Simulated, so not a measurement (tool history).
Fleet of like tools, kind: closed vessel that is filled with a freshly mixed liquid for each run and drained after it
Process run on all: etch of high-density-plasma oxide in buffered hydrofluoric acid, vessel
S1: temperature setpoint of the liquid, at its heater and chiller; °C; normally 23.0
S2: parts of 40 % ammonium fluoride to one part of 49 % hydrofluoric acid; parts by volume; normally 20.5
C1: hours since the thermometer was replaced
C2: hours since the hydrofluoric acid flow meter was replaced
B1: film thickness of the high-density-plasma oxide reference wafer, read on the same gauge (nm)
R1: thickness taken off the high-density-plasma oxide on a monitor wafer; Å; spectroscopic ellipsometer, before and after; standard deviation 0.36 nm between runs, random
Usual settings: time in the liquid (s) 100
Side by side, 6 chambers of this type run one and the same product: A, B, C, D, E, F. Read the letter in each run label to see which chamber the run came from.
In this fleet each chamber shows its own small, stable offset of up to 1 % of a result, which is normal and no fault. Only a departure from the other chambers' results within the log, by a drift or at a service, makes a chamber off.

Run 1A, day 0.583: usual settings; C1 827.5; C2 903.9; B1 40.016. Result: R1 590.22 Å.
Run 2C, day 1.050: usual settings; C1 868.6; C2 1170.1; B1 39.981. Result: R1 588.03 Å.
Run 3F, day 1.588: usual settings; C1 870.5; C2 700.6; B1 40.012. Result: R1 585.83 Å.
Run 4D, day 2.262: usual settings; C1 318.2; C2 261.2; B1 39.969. Result: R1 587.78 Å.
Run 5E, day 2.850: usual settings; C1 2136.7; C2 154.8; B1 39.994. Result: R1 589.53 Å.
Run 6B, day 3.317: usual settings; C1 1461.4; C2 514.3; B1 39.977. Result: R1 581.78 Å.
Run 7D, day 3.958: usual settings; C1 358.9; C2 301.9; B1 39.956. Result: R1 582.85 Å.
At day 4.104: chamber C: hydrofluoric acid flow meter replaced.
Run 8B, day 4.433: usual settings; C1 1488.2; C2 541.1; B1 39.999. Result: R1 583.86 Å.
Run 9E, day 4.921: usual settings; C1 2186.4; C2 204.5; B1 39.968. Result: R1 585.80 Å.
Run 10F, day 5.467: usual settings; C1 963.6; C2 793.7; B1 39.993. Result: R1 580.41 Å.
Run 11A, day 6.083: usual settings; C1 959.5; C2 1035.9; B1 39.979. Result: R1 589.29 Å.
Run 12C, day 6.579: usual settings; C1 1001.3; C2 59.5; B1 40.012. Result: R1 583.48 Å.
Run 13C, day 7.183: usual settings; C1 1015.8; C2 74.0; B1 40.014. Result: R1 578.15 Å.
Run 14B, day 7.575: usual settings; C1 1563.6; C2 616.5; B1 40.012. Result: R1 580.58 Å.
Run 15A, day 8.225: usual settings; C1 1010.9; C2 1087.3; B1 40.007. Result: R1 591.15 Å.
Run 16D, day 8.608: usual settings but S2 15.5 parts by volume; C1 470.5; C2 413.5; B1 39.980. Result: R1 759.88 Å.
Run 17F, day 9.062: usual settings but S2 15.5 parts by volume; C1 1049.9; C2 880.0; B1 39.996. Result: R1 770.24 Å.
Run 18E, day 9.483: usual settings but S2 15.5 parts by volume; C1 2295.9; C2 314.0; B1 39.987. Result: R1 772.45 Å.
Run 19C, day 10.029: usual settings but S2 15.5 parts by volume; C1 1084.1; C2 142.3; B1 40.013. Result: R1 765.62 Å.
Run 20B, day 10.375: usual settings but S2 15.5 parts by volume; C1 1630.8; C2 683.7; B1 39.988. Result: R1 765.38 Å.
Run 21D, day 10.704: usual settings but S2 15.5 parts by volume; C1 520.8; C2 463.8; B1 39.984. Result: R1 755.06 Å.
Run 22A, day 11.046: usual settings; C1 1078.6; C2 1155.0; B1 39.999. Result: R1 591.80 Å.
Run 23E, day 11.354: usual settings; C1 2340.8; C2 358.9; B1 39.977. Result: R1 588.71 Å.
Run 24F, day 11.771: usual settings but time in the liquid (s) 135; C1 1114.9; C2 945.0; B1 40.011. Result: R1 791.80 Å.
Run 25F, day 12.308: usual settings but time in the liquid (s) 135; C1 1127.8; C2 957.9; B1 40.014. Result: R1 783.74 Å.
Run 26E, day 12.954: usual settings but time in the liquid (s) 135; C1 2379.2; C2 397.3; B1 39.994. Result: R1 796.05 Å.
Run 27A, day 13.583: usual settings but time in the liquid (s) 135; C1 1139.5; C2 1215.9; B1 39.991. Result: R1 793.42 Å.
Run 28C, day 13.900: usual settings but time in the liquid (s) 135; C1 1177.0; C2 235.2; B1 40.004. Result: R1 792.49 Å.
At day 14.279: chamber B: thermometer replaced.
Run 29D, day 14.467: usual settings but time in the liquid (s) 135; C1 611.1; C2 554.1; B1 40.019. Result: R1 762.22 Å.
Run 30B, day 14.904: usual settings; C1 15.0; C2 792.4; B1 40.002. Result: R1 584.02 Å.
Run 31E, day 15.417: usual settings; C1 2438.3; C2 456.4; B1 40.019. Result: R1 587.07 Å.
Run 32C, day 16.042: usual settings; C1 1228.4; C2 286.6; B1 40.013. Result: R1 590.24 Å.
Run 33D, day 16.496: usual settings; C1 659.8; C2 602.8; B1 39.993. Result: R1 563.75 Å.
Run 34F, day 16.796: usual settings but S1 27.5 °C; C1 1235.5; C2 1065.6; B1 40.018. Result: R1 746.81 Å.
Run 35A, day 17.454: usual settings but S1 27.5 °C; C1 1232.4; C2 1308.8; B1 40.014. Result: R1 745.91 Å.
Run 36B, day 17.862: usual settings but S1 27.5 °C; C1 86.0; C2 863.4; B1 39.969. Result: R1 741.44 Å.
Run 37B, day 18.321: usual settings but S1 27.5 °C; C1 97.0; C2 874.4; B1 39.989. Result: R1 742.86 Å.

Has any chamber moved away from the others, gradually or after a service, or does the common gauge drift, or do the chambers differ only by their own small steady offsets? State the chamber and the most likely cause if one applies.

Little by little, chamber D moves away from the other chambers.
What lies behind it: liquid colder than its thermometer reads (K) = 0.704.
The log might look much the same if the cause were instead: hydrofluoric acid flow below the setpoint (%).

Which of the 4 candidates below, each the usual settings with something changed and its results left as question marks, puts chamber D back in line with what the other chambers give on the usual settings?
Counts as in line when no further than this from what the other chambers average on the usual settings: R1 12.00 Å
Run 38D-1, day 18.812: usual settings but S2 19.5 parts by volume. Result: R1 ?.
Run 38D-2, day 18.812: usual settings but S1 23.5 °C, S2 19.5 parts by volume. Result: R1 ?.
Run 38D-3, day 18.812: usual settings but S1 22.5 °C, S2 22.0 parts by volume. Result: R1 ?.
Run 38D-4, day 18.812: usual settings but S2 21.5 parts by volume. Result: R1 ?.

The other chambers' mean on the usual settings: R1 586.06 Å
  run      R1
38D-1  586.93
38D-2  603.37
38D-3  521.09
38D-4  544.51
38D-1 is the one that brings the chamber's results back in line with the other chambers.
